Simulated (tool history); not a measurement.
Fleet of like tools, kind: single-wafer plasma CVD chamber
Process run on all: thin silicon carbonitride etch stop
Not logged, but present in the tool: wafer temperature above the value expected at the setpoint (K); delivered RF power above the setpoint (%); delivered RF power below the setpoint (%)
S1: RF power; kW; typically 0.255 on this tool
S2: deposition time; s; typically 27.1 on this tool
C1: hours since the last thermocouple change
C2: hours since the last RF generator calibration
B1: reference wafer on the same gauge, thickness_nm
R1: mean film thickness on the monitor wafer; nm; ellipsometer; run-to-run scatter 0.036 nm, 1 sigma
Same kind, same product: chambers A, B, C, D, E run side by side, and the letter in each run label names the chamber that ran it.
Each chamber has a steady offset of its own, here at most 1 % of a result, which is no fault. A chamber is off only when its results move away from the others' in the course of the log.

{"run": "1B", "hour": 7.2, "S1": 0.255, "S2": 27.1, "C1": 1539.6, "C2": 1279.7, "B1": 15.194, "R1": 16.484}
{"run": "2C", "hour": 16.0, "S1": 0.255, "S2": 27.1, "C1": 1817.1, "C2": 210.2, "B1": 15.195, "R1": 16.599}
{"run": "3D", "hour": 30.0, "S1": 0.255, "S2": 27.1, "C1": 183.5, "C2": 275.3, "B1": 15.204, "R1": 16.469}
{"run": "4A", "hour": 41.0, "S1": 0.255, "S2": 27.1, "C1": 1692.8, "C2": 885.2, "B1": 15.194, "R1": 16.666}
{"run": "5E", "hour": 52.7, "S1": 0.255, "S2": 27.1, "C1": 69.1, "C2": 774.0, "B1": 15.195, "R1": 16.641}
{"run": "6D", "hour": 66.3, "S1": 0.285, "S2": 27.1, "C1": 219.8, "C2": 311.6, "B1": 15.2, "R1": 17.017}
{"run": "7C", "hour": 80.5, "S1": 0.285, "S2": 27.1, "C1": 1881.6, "C2": 274.7, "B1": 15.199, "R1": 17.201}
{"run": "8E", "hour": 90.4, "S1": 0.285, "S2": 27.1, "C1": 106.8, "C2": 811.7, "B1": 15.205, "R1": 17.142}
{"run": "9A", "hour": 98.2, "S1": 0.285, "S2": 27.1, "C1": 1750.0, "C2": 942.4, "B1": 15.196, "R1": 17.285}
{"run": "10B", "hour": 106.6, "S1": 0.285, "S2": 27.1, "C1": 1639.0, "C2": 1379.1, "B1": 15.2, "R1": 17.026}
{"run": "11E", "hour": 116.7, "S1": 0.255, "S2": 27.1, "C1": 133.1, "C2": 838.0, "B1": 15.195, "R1": 16.648}
{"run": "12D", "hour": 125.3, "S1": 0.255, "S2": 27.1, "C1": 278.8, "C2": 370.6, "B1": 15.202, "R1": 16.428}
{"run": "13A", "hour": 138.9, "S1": 0.255, "S2": 27.1, "C1": 1790.7, "C2": 983.1, "B1": 15.201, "R1": 16.627}
{"run": "14C", "hour": 150.4, "S1": 0.255, "S2": 27.1, "C1": 1951.5, "C2": 344.6, "B1": 15.194, "R1": 16.636}
{"hour": 160.4, "done": "chamber B: RF generator calibrated"}
{"run": "15B", "hour": 162.4, "S1": 0.255, "S2": 27.1, "C1": 1694.8, "C2": 2.1, "B1": 15.203, "R1": 16.48}
{"run": "16B", "hour": 176.4, "S1": 0.255, "S2": 27.1, "C1": 1708.8, "C2": 16.1, "B1": 15.197, "R1": 16.458}
{"run": "17D", "hour": 184.1, "S1": 0.255, "S2": 27.1, "C1": 337.6, "C2": 429.4, "B1": 15.205, "R1": 16.453}
{"run": "18A", "hour": 192.7, "S1": 0.255, "S2": 27.1, "C1": 1844.5, "C2": 1036.9, "B1": 15.21, "R1": 16.578}
{"run": "19C", "hour": 201.9, "S1": 0.255, "S2": 27.1, "C1": 2003.0, "C2": 396.1, "B1": 15.202, "R1": 16.614}
{"run": "20E", "hour": 210.1, "S1": 0.255, "S2": 27.1, "C1": 226.5, "C2": 931.4, "B1": 15.191, "R1": 16.507}
{"run": "21B", "hour": 222.6, "S1": 0.255, "S2": 27.1, "C1": 1755.0, "C2": 62.3, "B1": 15.208, "R1": 16.516}
{"run": "22C", "hour": 230.5, "S1": 0.255, "S2": 27.1, "C1": 2031.6, "C2": 424.7, "B1": 15.203, "R1": 16.608}
{"run": "23E", "hour": 242.6, "S1": 0.255, "S2": 27.1, "C1": 259.0, "C2": 963.9, "B1": 15.201, "R1": 16.472}
{"run": "24D", "hour": 252.3, "S1": 0.255, "S2": 27.1, "C1": 405.8, "C2": 497.6, "B1": 15.204, "R1": 16.485}
{"run": "25A", "hour": 263.8, "S1": 0.255, "S2": 27.1, "C1": 1915.6, "C2": 1108.0, "B1": 15.195, "R1": 16.588}
{"run": "26C", "hour": 274.1, "S1": 0.255, "S2": 27.1, "C1": 2075.2, "C2": 468.3, "B1": 15.196, "R1": 16.695}
{"run": "27A", "hour": 283.4, "S1": 0.255, "S2": 27.1, "C1": 1935.2, "C2": 1127.6, "B1": 15.199, "R1": 16.646}
{"run": "28E", "hour": 290.1, "S1": 0.255, "S2": 27.1, "C1": 306.5, "C2": 1011.4, "B1": 15.205, "R1": 16.374}
{"run": "29D", "hour": 300.4, "S1": 0.255, "S2": 27.1, "C1": 453.9, "C2": 545.7, "B1": 15.195, "R1": 16.462}
{"run": "30B", "hour": 312.5, "S1": 0.255, "S2": 27.1, "C1": 1844.9, "C2": 152.2, "B1": 15.207, "R1": 16.414}
{"run": "31B", "hour": 325.9, "S1": 0.255, "S2": 27.1, "C1": 1858.3, "C2": 165.6, "B1": 15.201, "R1": 16.501}
{"run": "32E", "hour": 336.3, "S1": 0.255, "S2": 27.1, "C1": 352.7, "C2": 1057.6, "B1": 15.201, "R1": 16.391}
{"run": "33C", "hour": 344.4, "S1": 0.255, "S2": 27.1, "C1": 2145.5, "C2": 538.6, "B1": 15.205, "R1": 16.68}
{"run": "34D", "hour": 351.6, "S1": 0.255, "S2": 27.1, "C1": 505.1, "C2": 596.9, "B1": 15.197, "R1": 16.478}
{"run": "35A", "hour": 361.4, "S1": 0.255, "S2": 27.1, "C1": 2013.2, "C2": 1205.6, "B1": 15.202, "R1": 16.78}
{"run": "36D", "hour": 373.0, "S1": 0.255, "S2": 27.1, "C1": 526.5, "C2": 618.3, "B1": 15.2, "R1": 16.425}
{"run": "37A", "hour": 385.3, "S1": 0.255, "S2": 27.1, "C1": 2037.1, "C2": 1229.5, "B1": 15.194, "R1": 16.701}
{"run": "38B", "hour": 397.4, "S1": 0.255, "S2": 27.1, "C1": 1929.8, "C2": 237.1, "B1": 15.201, "R1": 16.526}
{"run": "39C", "hour": 406.6, "S1": 0.255, "S2": 27.1, "C1": 2207.7, "C2": 600.8, "B1": 15.204, "R1": 16.56}

The same settings go to every chamber for the next run, one line per chamber below. Forecast the results for each:
{"run": "40A", "hour": 416.8, "S1": 0.255, "S2": 27.1, "R1": "?"}
{"run": "40B", "hour": 416.8, "S1": 0.255, "S2": 27.1, "R1": "?"}
{"run": "40C", "hour": 416.8, "S1": 0.255, "S2": 27.1, "R1": "?"}
{"run": "40D", "hour": 416.8, "S1": 0.255, "S2": 27.1, "R1": "?"}
{"run": "40E", "hour": 416.8, "S1": 0.255, "S2": 27.1, "R1": "?"}

run=40A R1=16.649
run=40B R1=16.549
run=40C R1=16.712
run=40D R1=16.508
run=40E R1=16.258
